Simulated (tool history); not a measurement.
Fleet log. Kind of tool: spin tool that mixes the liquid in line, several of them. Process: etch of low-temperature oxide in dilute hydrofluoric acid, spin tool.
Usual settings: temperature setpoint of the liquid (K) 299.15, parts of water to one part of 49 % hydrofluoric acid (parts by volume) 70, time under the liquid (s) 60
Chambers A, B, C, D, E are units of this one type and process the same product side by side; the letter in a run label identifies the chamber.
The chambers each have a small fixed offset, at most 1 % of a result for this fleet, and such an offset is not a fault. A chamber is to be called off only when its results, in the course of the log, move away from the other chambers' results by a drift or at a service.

run	hour	temperature setpoint of the liquid (K)	parts of water to one part of 49 % hydrofluoric acid (parts by volume)	time under the liquid (s)	hours since the thermometer was replaced	hours since the hydrofluoric acid flow meter was replaced	read-back film thickness of the low-temperature oxide reference wafer, read on the same gauge (nm)	thickness taken off the low-temperature oxide on a monitor wafer (angstrom)
1C	12.5	299.15	70	60	765.1	1210.1	140	210.47
2D	18.5	299.15	70	60	2345.5	41.6	140.01	210.73
3A	29	299.15	70	60	1293.1	1342.4	139.98	214.69
4E	40.8	299.15	70	60	668.9	864.8	139.99	215.02
5B	47.8	299.15	70	60	2198.9	1865.8	140.02	209.73
6E	60.4	299.15	70	60	688.5	884.4	139.99	211.27
7D	69.8	299.15	70	60	2396.8	92.9	139.97	214.41
8B	77.4	299.15	70	60	2228.5	1895.4	139.98	209.51
9C	88.9	299.15	70	60	841.5	1286.5	140	211.19
10A	96.2	299.15	70	60	1360.3	1409.6	140.01	212.61
11B	108.9	299.15	55	85	2260	1926.9	140.03	387.4
12A	119.6	299.15	55	85	1383.7	1433	140.01	391.27
13D	127.9	299.15	55	85	2454.9	151	139.99	392.55
14E	138.8	299.15	55	85	766.9	962.8	140.02	390.78
15C	146.6	299.15	55	85	899.2	1344.2	140.02	391.19
16E	156	299.15	70	60	784.1	980	140	212.84
17A	162.5	299.15	70	60	1426.6	1475.9	139.97	215.76
18D	171.9	299.15	70	60	2498.9	195	139.99	213.69
19B	183.4	294.15	70	60	2334.5	2001.4	139.96	174.39
20C	189.6	294.15	70	60	942.2	1387.2	139.96	172.92
# hour 190.3: chamber C: hydrofluoric acid flow meter replaced
21A	201	294.15	70	60	1465.1	1514.4	139.98	172.61
22B	208.1	294.15	70	60	2359.2	2026.1	140	171.92
23C	219.2	294.15	70	60	971.8	29	139.99	171.94
24E	228	299.15	70	60	856.1	1052	140.01	210.61
25D	235.9	299.15	70	60	2562.9	259	140	210.74
26D	245.5	299.15	70	60	2572.5	268.6	140	208.91
27A	255.5	299.15	70	60	1519.6	1568.9	139.99	212.5
28C	266.4	299.15	70	60	1019	76.2	139.99	208.94
29E	273.4	299.15	70	60	901.5	1097.4	139.99	214.1
30B	282.3	299.15	70	60	2433.4	2100.3	140.01	209.94
# hour 283.2: chamber B: thermometer replaced
31B	291	299.15	80	60	7.9	2109	140.03	184.96

Each of the 5 chambers runs these same settings next. Fill in every chamber's results:
32A	300.8	299.15	70	60				?
32B	300.8	299.15	70	60				?
32C	300.8	299.15	70	60				?
32D	300.8	299.15	70	60				?
32E	300.8	299.15	70	60				?

run	thickness taken off the low-temperature oxide on a monitor wafer (angstrom)
32A	211.17
32B	212.46
32C	211.23
32D	212.09
32E	213.12
